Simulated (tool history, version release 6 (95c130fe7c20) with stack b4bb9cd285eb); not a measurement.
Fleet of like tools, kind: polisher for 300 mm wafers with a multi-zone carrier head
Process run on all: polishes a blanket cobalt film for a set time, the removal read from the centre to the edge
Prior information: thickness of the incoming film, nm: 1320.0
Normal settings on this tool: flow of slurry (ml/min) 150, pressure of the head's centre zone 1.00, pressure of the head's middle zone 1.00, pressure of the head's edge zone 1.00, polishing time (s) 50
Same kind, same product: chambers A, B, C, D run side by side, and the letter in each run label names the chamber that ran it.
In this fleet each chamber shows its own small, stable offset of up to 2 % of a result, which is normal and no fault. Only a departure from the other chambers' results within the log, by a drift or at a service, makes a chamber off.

run     day  flow of slurry (ml/min)  pressure of the head's centre zone  pressure of the head's middle zone  pressure of the head's edge zone  polishing time (s)  film removed at the wafer's centre (Å)  film removed at mid-radius (Å)  film removed at the wafer's edge (Å)
 1B   0.608                      150                                1.00                                1.00                              1.00                  50                                  3368.3                          3373.4                                3389.1
      0.762  -- chamber B: edge zone pressure recalibrated
 2C   1.129                      150                                1.00                                1.00                              1.00                  50                                  3321.7                          3376.6                                3319.6
      1.483  -- chamber A: worn pad replaced by a new one
 3D   1.654                      150                                1.00                                1.00                              1.00                  50                                  3341.8                          3292.7                                3432.2
      1.733  -- chamber B: worn pad replaced by a new one
 4A   2.062                      150                                1.00                                1.00                              1.00                  50                                  3397.5                          3378.1                                3412.2
 5A   2.421                      150                                0.95                                0.95                              1.00                  50                                  3274.2                          3236.1                                3390.3
 6D   2.783                      150                                0.95                                0.95                              1.00                  50                                  3166.4                          3164.2                                3417.0
      2.908  -- chamber D: worn pad replaced by a new one
 7C   3.450                      150                                0.95                                0.95                              1.00                  50                                  3180.0                          3215.1                                3298.0
 8B   3.821                      150                                0.95                                0.95                              1.00                  50                                  3196.0                          3130.8                                3376.1
 9D   4.333                      150                                1.00                                1.00                              1.00                  50                                  3386.1                          3320.2                                3366.8
      4.438  -- chamber A: worn pad replaced by a new one
10A   4.962                      150                                1.00                                1.00                              1.00                  50                                  3392.6                          3400.3                                3410.0
11C   5.642                      150                                1.00                                1.00                              1.00                  50                                  3269.8                          3424.3                                3364.7
      5.817  -- chamber A: edge zone pressure recalibrated
12B   6.033                      150                                1.00                                1.00                              1.00                  50                                  3350.4                          3448.5                                3449.4
      6.042  -- chamber B: worn pad replaced by a new one
13C   6.438                      150                                1.00                                1.00                              1.00                  50                                  3290.5                          3318.4                                3347.0
      6.500  -- chamber A: centre zone pressure recalibrated
14D   6.771                      150                                1.00                                1.00                              1.00                  50                                  3415.9                          3288.8                                3300.0
      6.904  -- chamber D: worn pad replaced by a new one
15B   7.188                      150                                1.00                                1.00                              1.00                  50                                  3405.0                          3382.7                                3434.4
16A   7.662                      150                                1.00                                1.00                              1.00                  50                                  3473.8                          3361.4                                3343.9
      7.725  -- chamber A: worn pad replaced by a new one
      7.800  -- chamber C: centre zone pressure recalibrated
17D   8.242                      150                                1.00                                1.00                              1.00                  50                                  3378.4                          3326.8                                3376.3
      8.608  -- chamber B: slurry nozzle cleaned
18A   8.692                      150                                1.00                                1.00                              1.00                  50                                  3308.2                          3441.6                                3355.3
19B   9.250                      150                                1.00                                1.00                              1.00                  50                                  3355.2                          3363.1                                3376.0
20C   9.729                      150                                1.00                                1.00                              1.00                  50                                  3153.2                          3190.6                                3120.7
      9.783  -- chamber B: worn pad replaced by a new one
     10.288  -- chamber A: worn pad replaced by a new one
     10.308  -- chamber D: slurry nozzle cleaned
21D  10.325                      150                                1.00                                1.00                              1.00                  50                                  3356.2                          3367.1                                3398.8
     10.917  -- chamber D: worn pad replaced by a new one
22C  10.992                      150                                1.00                                1.00                              1.00                  50                                  3188.7                          3199.0                                3139.7
23B  11.304                      150                                1.00                                1.00                              1.00                  50                                  3386.2                          3435.6                                3396.0
24A  11.767                      150                                1.00                                1.04                              1.07                  50                                  3489.6                          3425.7                                3476.1
25B  12.267                      150                                1.00                                1.04                              1.07                  50                                  3396.5                          3468.4                                3487.7
26D  12.633                      150                                1.00                                1.04                              1.07                  50                                  3370.6                          3382.1                                3523.5
27C  13.171                      150                                1.00                                1.04                              1.07                  50                                  3077.3                          3123.9                                3155.8
     13.308  -- chamber A: worn pad replaced by a new one
28A  13.700                      185                                1.00                                1.00                              1.04                  50                                  3599.9                          3526.0                                3625.5

One chamber off, gauge drift, or nothing amiss beyond the chambers' own small offsets? If it is a chamber, which one, and what is the likeliest cause?

It is chamber C that slowly wanders off from its peers.
Cause: removal rate lost through wear of the pad, % = 9.8.
It could be hard to tell apart here from: slurry flow missing at the pad, %.

Below are 4 candidate recipes for chamber C's next run, each the usual settings with a change, their results shown as question marks. Which of them brings C's results back in line with what the other chambers give on the usual settings?
In line here means within this much of the mean the other chambers give on the usual settings: film removed at the wafer's centre (Å) 140.0; film removed at mid-radius (Å) 140.0; film removed at the wafer's edge (Å) 150.0
29C-1  14.188                      150                                1.00                                1.00                              1.00                  52                                       ?                               ?                                     ?
29C-2  14.188                      150                                1.00                                1.01                              0.99                  45                                       ?                               ?                                     ?
29C-3  14.188                      150                                1.00                                1.00                              1.00                  48                                       ?                               ?                                     ?
29C-4  14.188                      150                                0.99                                0.99                              1.01                  56                                       ?                               ?                                     ?

What the other chambers average on the usual settings: film removed at the wafer's centre (Å) 3373.7; film removed at mid-radius (Å) 3367.6; film removed at the wafer's edge (Å) 3392.1
  run  film removed at the wafer's centre (Å)  film removed at mid-radius (Å)  film removed at the wafer's edge (Å)
29C-1                                  3164.6                          3165.0                                3146.0
29C-2                                  2738.8                          2764.1                                2707.6
29C-3                                  2921.1                          2921.5                                2904.0
29C-4                                  3370.7                          3377.3                                3406.5
With 29C-4, the chamber falls back in line with the rest.
